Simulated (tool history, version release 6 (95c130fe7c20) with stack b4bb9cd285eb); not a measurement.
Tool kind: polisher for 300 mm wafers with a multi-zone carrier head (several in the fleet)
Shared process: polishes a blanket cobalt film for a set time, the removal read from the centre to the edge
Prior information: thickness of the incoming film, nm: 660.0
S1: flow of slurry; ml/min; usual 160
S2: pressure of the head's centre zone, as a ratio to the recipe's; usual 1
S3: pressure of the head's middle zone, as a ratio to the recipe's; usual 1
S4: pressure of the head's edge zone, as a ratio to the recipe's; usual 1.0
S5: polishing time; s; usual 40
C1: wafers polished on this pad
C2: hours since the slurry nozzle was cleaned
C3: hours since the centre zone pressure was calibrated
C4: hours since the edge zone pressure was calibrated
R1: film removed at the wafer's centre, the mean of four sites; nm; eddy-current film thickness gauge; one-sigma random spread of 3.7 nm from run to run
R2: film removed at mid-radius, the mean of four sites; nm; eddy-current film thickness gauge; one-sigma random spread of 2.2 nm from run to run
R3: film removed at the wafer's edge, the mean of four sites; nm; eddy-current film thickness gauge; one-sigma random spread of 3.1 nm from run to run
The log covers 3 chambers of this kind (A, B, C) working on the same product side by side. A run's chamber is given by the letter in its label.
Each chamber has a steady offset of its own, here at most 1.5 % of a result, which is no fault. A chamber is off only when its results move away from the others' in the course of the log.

run,hour,S1,S2,S3,S4,S5,C1,C2,C3,C4,R1,R2,R3
# hour 5.9: chamber B: worn pad replaced by a new one
1C,6.5,160,1,1,1.0,40,483,102.3,513.0,548.1,254.72,250.96,257.99
2B,18.0,160,1,1,1.0,40,218,86.9,135.0,91.6,259.17,258.92,260.05
3A,32.0,160,1,1,1.0,40,1339,127.0,498.3,367.1,265.77,257.39,258.92
4C,38.7,160,1,1,1.0,40,1062,134.5,545.2,580.3,255.31,255.56,263.53
# hour 42.3: chamber A: worn pad replaced by a new one
5B,44.7,160,1,1,1.0,40,698,113.6,161.7,118.3,254.02,259.02,262.27
# hour 50.7: chamber C: worn pad replaced by a new one
6A,51.2,160,1,1,1.0,40,161,146.2,517.5,386.3,263.84,257.75,255.10
7B,57.8,160,1,1,1.0,40,934,126.7,174.8,131.4,258.20,260.18,257.61
8C,66.2,160,1,1,1.0,40,280,162.0,572.7,607.8,261.18,249.66,260.21
9A,72.4,160,1,1,1.0,40,542,167.4,538.7,407.5,262.81,257.77,261.20
# hour 76.3: chamber B: worn pad replaced by a new one
10C,84.2,160,1,1,1.0,40,604,180.0,590.7,625.8,258.68,252.86,251.86
11B,96.9,160,1,1,1.0,40,372,165.8,213.9,170.5,254.66,261.44,257.67
12A,110.6,160,1,1,1.0,40,1230,205.6,576.9,445.7,252.60,259.81,252.22
# hour 112.6: chamber C: worn pad replaced by a new one
13C,119.6,160,1,1,1.0,40,126,215.4,626.1,661.2,263.98,256.75,255.99
# hour 120.8: chamber A: slurry nozzle cleaned
# hour 126.0: chamber A: worn pad replaced by a new one
14B,131.2,160,1,1,1.0,40,989,200.1,248.2,204.8,259.83,259.60,258.12
# hour 136.5: chamber B: worn pad replaced by a new one
15A,145.2,160,1,1,1.0,40,345,24.4,611.5,480.3,252.45,259.23,268.92
16B,152.6,160,1,1,1.0,40,291,221.5,269.6,226.2,257.70,255.87,258.02
17A,164.9,160,1,1,1.0,40,700,44.1,631.2,500.0,247.21,258.37,256.47
# hour 177.9: chamber C: worn pad replaced by a new one
18C,178.3,160,1,1,1.0,40,8,274.1,684.8,719.9,262.24,258.32,259.85
19A,186.4,160,1,1,1.0,40,1087,65.6,652.7,521.5,250.93,256.38,255.74
20B,195.8,160,1,1,1.0,40,1069,264.7,312.8,269.4,251.55,259.63,258.30
# hour 198.3: chamber B: worn pad replaced by a new one
21C,206.2,160,1,1,1.0,40,510,302.0,712.7,747.8,255.02,255.89,255.97
# hour 209.8: chamber B: slurry nozzle cleaned
22B,217.1,160,1,1,1.0,40,338,7.4,334.1,290.7,257.85,259.81,264.82
# hour 217.2: chamber A: worn pad replaced by a new one
# hour 218.3: chamber C: edge zone pressure recalibrated
23C,224.7,160,1,1,1.0,40,843,320.5,731.2,6.5,249.74,257.73,261.65
24A,233.1,160,1,1,0.9,26,287,112.3,699.4,568.2,160.48,169.55,160.01
# hour 238.7: chamber C: slurry nozzle cleaned
25B,245.9,160,1,1,0.9,26,857,36.2,362.9,319.5,163.91,166.73,158.56
# hour 250.1: chamber C: worn pad replaced by a new one
26C,257.7,160,1,1,0.9,26,136,19.0,764.2,39.5,164.84,164.75,157.47
27A,267.9,195,1,1,1.0,40,913,147.1,734.2,603.0,249.54,265.34,264.54
# hour 271.5: chamber B: worn pad replaced by a new one
28A,274.0,195,1,1,1.0,40,1023,153.2,740.3,609.1,252.90,263.31,266.42
29B,284.0,195,1,1,1.0,40,225,74.3,401.0,357.6,264.61,268.43,257.48
30C,290.2,160,1,1,1.0,40,721,51.5,796.7,72.0,248.64,255.50,251.97

Each of the 3 chambers runs these same settings next. Fill in every chamber's results:
31A,300.2,125,1,1,1.0,40,,,,,?,?,?
31B,300.2,125,1,1,1.0,40,,,,,?,?,?
31C,300.2,125,1,1,1.0,40,,,,,?,?,?

run,R1,R2,R3
31A,221.48,244.84,249.04
31B,239.26,250.13,247.05
31C,241.34,242.78,249.95
